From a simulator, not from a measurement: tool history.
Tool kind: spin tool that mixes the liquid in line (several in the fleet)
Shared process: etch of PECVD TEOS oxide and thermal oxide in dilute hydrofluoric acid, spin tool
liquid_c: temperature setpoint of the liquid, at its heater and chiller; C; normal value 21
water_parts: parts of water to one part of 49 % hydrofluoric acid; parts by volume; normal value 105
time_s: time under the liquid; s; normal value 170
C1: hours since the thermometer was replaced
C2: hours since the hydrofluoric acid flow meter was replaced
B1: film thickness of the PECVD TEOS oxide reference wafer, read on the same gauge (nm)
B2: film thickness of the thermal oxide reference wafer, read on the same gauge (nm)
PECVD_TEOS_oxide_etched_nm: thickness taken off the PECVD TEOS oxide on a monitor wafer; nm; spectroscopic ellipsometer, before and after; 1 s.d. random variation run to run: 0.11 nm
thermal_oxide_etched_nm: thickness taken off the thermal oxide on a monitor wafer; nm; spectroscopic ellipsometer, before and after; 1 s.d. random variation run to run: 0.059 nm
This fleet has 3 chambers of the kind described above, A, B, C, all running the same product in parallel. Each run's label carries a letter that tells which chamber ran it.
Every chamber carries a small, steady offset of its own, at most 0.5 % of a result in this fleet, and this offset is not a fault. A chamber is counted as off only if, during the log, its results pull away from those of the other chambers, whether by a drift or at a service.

Run 1A, hour 8: usual settings; C1 1498.8; C2 59.9; B1 150.01; B2 90.015. Result: PECVD_TEOS_oxide_etched_nm 16.007 nm, thermal_oxide_etched_nm 6.4907 nm.
Run 2C, hour 18.8: usual settings; C1 2137.8; C2 1031.4; B1 149.99; B2 90.031. Result: PECVD_TEOS_oxide_etched_nm 15.412 nm, thermal_oxide_etched_nm 6.5622 nm.
Run 3B, hour 25.4: usual settings; C1 120.5; C2 1449.5; B1 149.99; B2 89.991. Result: PECVD_TEOS_oxide_etched_nm 15.909 nm, thermal_oxide_etched_nm 6.5131 nm.
Run 4A, hour 37.1: usual settings; C1 1527.9; C2 89; B1 150.02; B2 90.037. Result: PECVD_TEOS_oxide_etched_nm 15.631 nm, thermal_oxide_etched_nm 6.3569 nm.
Run 5B, hour 43.8: usual settings; C1 138.9; C2 1467.9; B1 150.01; B2 90.016. Result: PECVD_TEOS_oxide_etched_nm 15.847 nm, thermal_oxide_etched_nm 6.5291 nm.
At hour 44.6: chamber C: thermometer replaced.
Run 6C, hour 56.3: usual settings; C1 11.7; C2 1068.9; B1 150.01; B2 90.016. Result: PECVD_TEOS_oxide_etched_nm 15.874 nm, thermal_oxide_etched_nm 6.5349 nm.
Run 7C, hour 69.1: usual settings; C1 24.5; C2 1081.7; B1 150; B2 89.963. Result: PECVD_TEOS_oxide_etched_nm 15.76 nm, thermal_oxide_etched_nm 6.5826 nm.
Run 8A, hour 81.4: usual settings but liquid_c 25 C; C1 1572.2; C2 133.3; B1 149.99; B2 90.023. Result: PECVD_TEOS_oxide_etched_nm 18.597 nm, thermal_oxide_etched_nm 7.712 nm.
Run 9B, hour 88.6: usual settings but liquid_c 25 C; C1 183.7; C2 1512.7; B1 150.01; B2 90.054. Result: PECVD_TEOS_oxide_etched_nm 18.458 nm, thermal_oxide_etched_nm 7.5818 nm.
Run 10A, hour 98.7: usual settings but liquid_c 25 C; C1 1589.5; C2 150.6; B1 149.98; B2 89.988. Result: PECVD_TEOS_oxide_etched_nm 18.497 nm, thermal_oxide_etched_nm 7.5289 nm.
Run 11C, hour 111.9: usual settings but time_s 90 s; C1 67.3; C2 1124.5; B1 149.99; B2 89.947. Result: PECVD_TEOS_oxide_etched_nm 8.3552 nm, thermal_oxide_etched_nm 3.4305 nm.
Run 12B, hour 119.3: usual settings but time_s 90 s; C1 214.4; C2 1543.4; B1 150.03; B2 89.988. Result: PECVD_TEOS_oxide_etched_nm 8.3042 nm, thermal_oxide_etched_nm 3.5328 nm.
At hour 125.9: chamber B: hydrofluoric acid flow meter replaced.
Run 13B, hour 128.9: usual settings but time_s 90 s; C1 224; C2 3; B1 150.02; B2 89.996. Result: PECVD_TEOS_oxide_etched_nm 8.3391 nm, thermal_oxide_etched_nm 3.4847 nm.
Run 14C, hour 141: usual settings; C1 96.4; C2 1153.6; B1 150.01; B2 90.023. Result: PECVD_TEOS_oxide_etched_nm 15.923 nm, thermal_oxide_etched_nm 6.4792 nm.
Run 15A, hour 147.3: usual settings; C1 1638.1; C2 199.2; B1 149.98; B2 89.969. Result: PECVD_TEOS_oxide_etched_nm 15.865 nm, thermal_oxide_etched_nm 6.6708 nm.
Run 16C, hour 155.9: usual settings; C1 111.3; C2 1168.5; B1 150.03; B2 90.013. Result: PECVD_TEOS_oxide_etched_nm 15.733 nm, thermal_oxide_etched_nm 6.5773 nm.
Run 17B, hour 167.5: usual settings but water_parts 70 parts by volume, time_s 80 s; C1 262.6; C2 41.6; B1 150.01; B2 90. Result: PECVD_TEOS_oxide_etched_nm 11.778 nm, thermal_oxide_etched_nm 4.7777 nm.
Run 18A, hour 175.9: usual settings but water_parts 70 parts by volume, time_s 80 s; C1 1666.7; C2 227.8; B1 149.98; B2 89.977. Result: PECVD_TEOS_oxide_etched_nm 11.689 nm, thermal_oxide_etched_nm 4.8029 nm.
Run 19C, hour 188.1: usual settings but water_parts 70 parts by volume, time_s 80 s; C1 143.5; C2 1200.7; B1 150.02; B2 90.025. Result: PECVD_TEOS_oxide_etched_nm 11.671 nm, thermal_oxide_etched_nm 4.7539 nm.
Run 20A, hour 197.9: usual settings; C1 1688.7; C2 249.8; B1 149.98; B2 89.943. Result: PECVD_TEOS_oxide_etched_nm 15.798 nm, thermal_oxide_etched_nm 6.4859 nm.
Run 21B, hour 207.6: usual settings; C1 302.7; C2 81.7; B1 150.03; B2 89.988. Result: PECVD_TEOS_oxide_etched_nm 15.867 nm, thermal_oxide_etched_nm 6.5578 nm.

Has any chamber moved away from the others, gradually or after a service, or does the common gauge drift, or do the chambers differ only by their own small steady offsets? State the chamber and the most likely cause if one applies.

Neither any chamber nor the gauge drifts; the chambers differ only by their own small, steady offsets.

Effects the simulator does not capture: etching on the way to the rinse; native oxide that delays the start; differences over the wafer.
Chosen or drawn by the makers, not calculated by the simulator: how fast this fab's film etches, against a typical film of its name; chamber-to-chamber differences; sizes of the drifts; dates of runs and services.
